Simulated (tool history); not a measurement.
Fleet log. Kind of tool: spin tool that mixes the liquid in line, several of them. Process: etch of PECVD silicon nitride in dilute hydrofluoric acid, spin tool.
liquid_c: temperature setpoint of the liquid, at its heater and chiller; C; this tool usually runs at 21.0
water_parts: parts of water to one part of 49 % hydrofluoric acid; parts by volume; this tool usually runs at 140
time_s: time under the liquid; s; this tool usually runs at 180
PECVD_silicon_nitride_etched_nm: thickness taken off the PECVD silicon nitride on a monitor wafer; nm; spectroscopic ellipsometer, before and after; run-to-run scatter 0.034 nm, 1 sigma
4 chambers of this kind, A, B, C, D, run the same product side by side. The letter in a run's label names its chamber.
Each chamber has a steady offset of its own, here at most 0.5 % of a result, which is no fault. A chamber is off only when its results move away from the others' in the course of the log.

run    day  liquid_c  water_parts  time_s  read-back film thickness of the PECVD silicon nitride reference wafer, read on the same gauge (nm)  PECVD_silicon_nitride_etched_nm
 1C  0.171      21.0          140     180                                                                                              90.048                           4.1684
 2B  0.379      21.0          140     180                                                                                              90.035                           4.1921
 3D  0.542      21.0          140     180                                                                                              90.016                           4.2382
 4A  0.742      21.0          140     180                                                                                              89.990                           4.2307
 5A  0.871      21.0          140     180                                                                                              90.013                           4.2385
 6D  1.046      21.0          140     180                                                                                              89.985                           4.2408
 7C  1.246      21.0          140     180                                                                                              90.036                           4.2505
 8B  1.371      21.0          140     180                                                                                              90.020                           4.1893
 9C  1.604      23.5          140     180                                                                                              89.975                           4.9220
10A  1.804      23.5          140     180                                                                                              90.014                           5.0664
11D  1.983      23.5          140     180                                                                                              89.989                           4.9769
12B  2.162      23.5          140     180                                                                                              90.015                           4.9665
13C  2.304      21.0          140     180                                                                                              89.968                           4.2003
14B  2.508      23.5          140     180                                                                                              89.994                           5.0097
15A  2.700      23.5          140     180                                                                                              90.023                           5.0602
16D  2.846      23.5          140     180                                                                                              89.969                           4.9738
17D  2.967      23.5          140     180                                                                                              90.005                           4.9887
18B  3.208      21.0          140     180                                                                                              90.000                           4.2142
19A  3.429      21.0          140     180                                                                                              90.001                           4.1966
20C  3.583      21.0          140     180                                                                                              90.016                           4.2347
21B  3.721      21.0          140     180                                                                                              89.961                           4.1883
22D  3.854      21.0          140     180                                                                                              89.971                           4.1906
23C  4.004      21.0          140     180                                                                                              90.031                           4.1908
24A  4.204      21.0          140     180                                                                                              90.035                           4.2440
25D  4.338      21.0          140     180                                                                                              90.035                           4.2210
26B  4.571      21.0          140     180                                                                                              89.983                           4.1657

Each of the 4 chambers runs these same settings next. Fill in every chamber's results:
27A  4.754      21.0          140     180                                                                                                                                    ?
27B  4.754      21.0          140     180                                                                                                                                    ?
27C  4.754      21.0          140     180                                                                                                                                    ?
27D  4.754      21.0          140     180                                                                                                                                    ?

run  PECVD_silicon_nitride_etched_nm
27A                           4.2202
27B                           4.2231
27C                           4.1947
27D                           4.2423

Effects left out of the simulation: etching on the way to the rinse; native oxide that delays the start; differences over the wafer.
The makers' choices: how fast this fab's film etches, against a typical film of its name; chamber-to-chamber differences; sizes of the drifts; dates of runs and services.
